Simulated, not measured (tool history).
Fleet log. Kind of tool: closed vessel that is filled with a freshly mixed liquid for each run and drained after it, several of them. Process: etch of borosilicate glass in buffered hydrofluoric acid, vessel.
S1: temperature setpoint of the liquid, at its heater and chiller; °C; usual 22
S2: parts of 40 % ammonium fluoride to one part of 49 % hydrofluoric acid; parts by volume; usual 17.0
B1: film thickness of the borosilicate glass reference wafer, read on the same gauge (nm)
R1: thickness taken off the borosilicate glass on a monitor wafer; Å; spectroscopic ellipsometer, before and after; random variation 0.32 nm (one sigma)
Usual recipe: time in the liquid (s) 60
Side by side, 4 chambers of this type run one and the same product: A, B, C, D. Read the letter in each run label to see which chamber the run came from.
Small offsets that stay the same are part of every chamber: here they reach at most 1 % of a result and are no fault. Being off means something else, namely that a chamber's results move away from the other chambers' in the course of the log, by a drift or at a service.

run 1B hour=4.4 | S1=22 S2=17.0 time_in_the_liquid_(s)=60 | B1=149.96 | R1=392.29
run 2C hour=8.7 | S1=22 S2=17.0 time_in_the_liquid_(s)=60 | B1=150.03 | R1=397.56
run 3D hour=12.3 | S1=22 S2=17.0 time_in_the_liquid_(s)=60 | B1=150.01 | R1=393.18
run 4A hour=15.7 | S1=22 S2=17.0 time_in_the_liquid_(s)=60 | B1=149.99 | R1=392.95
run 5C hour=19.2 | S1=22 S2=17.0 time_in_the_liquid_(s)=60 | B1=150.01 | R1=389.11
run 6A hour=26.0 | S1=22 S2=17.0 time_in_the_liquid_(s)=60 | B1=149.98 | R1=390.31
run 7D hour=33.0 | S1=22 S2=17.0 time_in_the_liquid_(s)=60 | B1=150.00 | R1=397.18
run 8B hour=37.6 | S1=22 S2=17.0 time_in_the_liquid_(s)=60 | B1=150.00 | R1=390.39
run 9A hour=42.0 | S1=24 S2=17.0 time_in_the_liquid_(s)=50 | B1=149.98 | R1=365.60
run 10C hour=48.3 | S1=24 S2=17.0 time_in_the_liquid_(s)=50 | B1=150.02 | R1=367.41
run 11D hour=53.9 | S1=24 S2=17.0 time_in_the_liquid_(s)=50 | B1=149.98 | R1=372.68
run 12B hour=61.0 | S1=24 S2=17.0 time_in_the_liquid_(s)=50 | B1=149.98 | R1=361.64
run 13A hour=65.5 | S1=22 S2=17.0 time_in_the_liquid_(s)=60 | B1=150.01 | R1=384.78
run 14B hour=69.5 | S1=22 S2=14.5 time_in_the_liquid_(s)=70 | B1=150.00 | R1=540.22
run 15D hour=74.7 | S1=22 S2=14.5 time_in_the_liquid_(s)=70 | B1=150.00 | R1=539.21
run 16C hour=81.0 | S1=22 S2=14.5 time_in_the_liquid_(s)=70 | B1=149.99 | R1=535.77
run 17A hour=85.3 | S1=22 S2=14.5 time_in_the_liquid_(s)=70 | B1=149.99 | R1=525.91
run 18D hour=90.8 | S1=22 S2=17.0 time_in_the_liquid_(s)=60 | B1=149.99 | R1=400.49
run 19B hour=94.9 | S1=22 S2=17.0 time_in_the_liquid_(s)=60 | B1=149.98 | R1=396.25
run 20C hour=102.2 | S1=22 S2=17.0 time_in_the_liquid_(s)=60 | B1=149.99 | R1=392.07
run 21C hour=109.6 | S1=22 S2=17.0 time_in_the_liquid_(s)=60 | B1=149.95 | R1=391.61
run 22B hour=116.4 | S1=18 S2=17.0 time_in_the_liquid_(s)=40 | B1=150.01 | R1=211.76
run 23A hour=123.5 | S1=18 S2=17.0 time_in_the_liquid_(s)=40 | B1=149.98 | R1=199.73
run 24D hour=130.4 | S1=18 S2=17.0 time_in_the_liquid_(s)=40 | B1=150.01 | R1=211.55
run 25A hour=134.9 | S1=18 S2=17.0 time_in_the_liquid_(s)=40 | B1=149.97 | R1=199.87
run 26D hour=139.6 | S1=22 S2=17.0 time_in_the_liquid_(s)=60 | B1=149.98 | R1=397.71
-- hour=140.5 chamber A: hydrofluoric acid flow meter replaced
run 27B hour=145.3 | S1=22 S2=17.0 time_in_the_liquid_(s)=60 | B1=150.01 | R1=394.32
run 28C hour=149.1 | S1=22 S2=17.0 time_in_the_liquid_(s)=60 | B1=149.99 | R1=396.47
run 29B hour=152.9 | S1=22 S2=17.0 time_in_the_liquid_(s)=60 | B1=150.00 | R1=391.06
run 30D hour=156.4 | S1=22 S2=17.0 time_in_the_liquid_(s)=60 | B1=149.98 | R1=399.97
run 31A hour=161.7 | S1=22 S2=17.0 time_in_the_liquid_(s)=60 | B1=150.00 | R1=368.43
run 32C hour=165.8 | S1=22 S2=17.0 time_in_the_liquid_(s)=60 | B1=150.02 | R1=391.77

Next, every chamber runs the same settings. What will each give?
run 33A hour=171.2 | S1=22 S2=17.0 time_in_the_liquid_(s)=60 | R1=?
run 33B hour=171.2 | S1=22 S2=17.0 time_in_the_liquid_(s)=60 | R1=?
run 33C hour=171.2 | S1=22 S2=17.0 time_in_the_liquid_(s)=60 | R1=?
run 33D hour=171.2 | S1=22 S2=17.0 time_in_the_liquid_(s)=60 | R1=?

run=33A R1=366.38
run=33B R1=393.73
run=33C R1=394.01
run=33D R1=395.99

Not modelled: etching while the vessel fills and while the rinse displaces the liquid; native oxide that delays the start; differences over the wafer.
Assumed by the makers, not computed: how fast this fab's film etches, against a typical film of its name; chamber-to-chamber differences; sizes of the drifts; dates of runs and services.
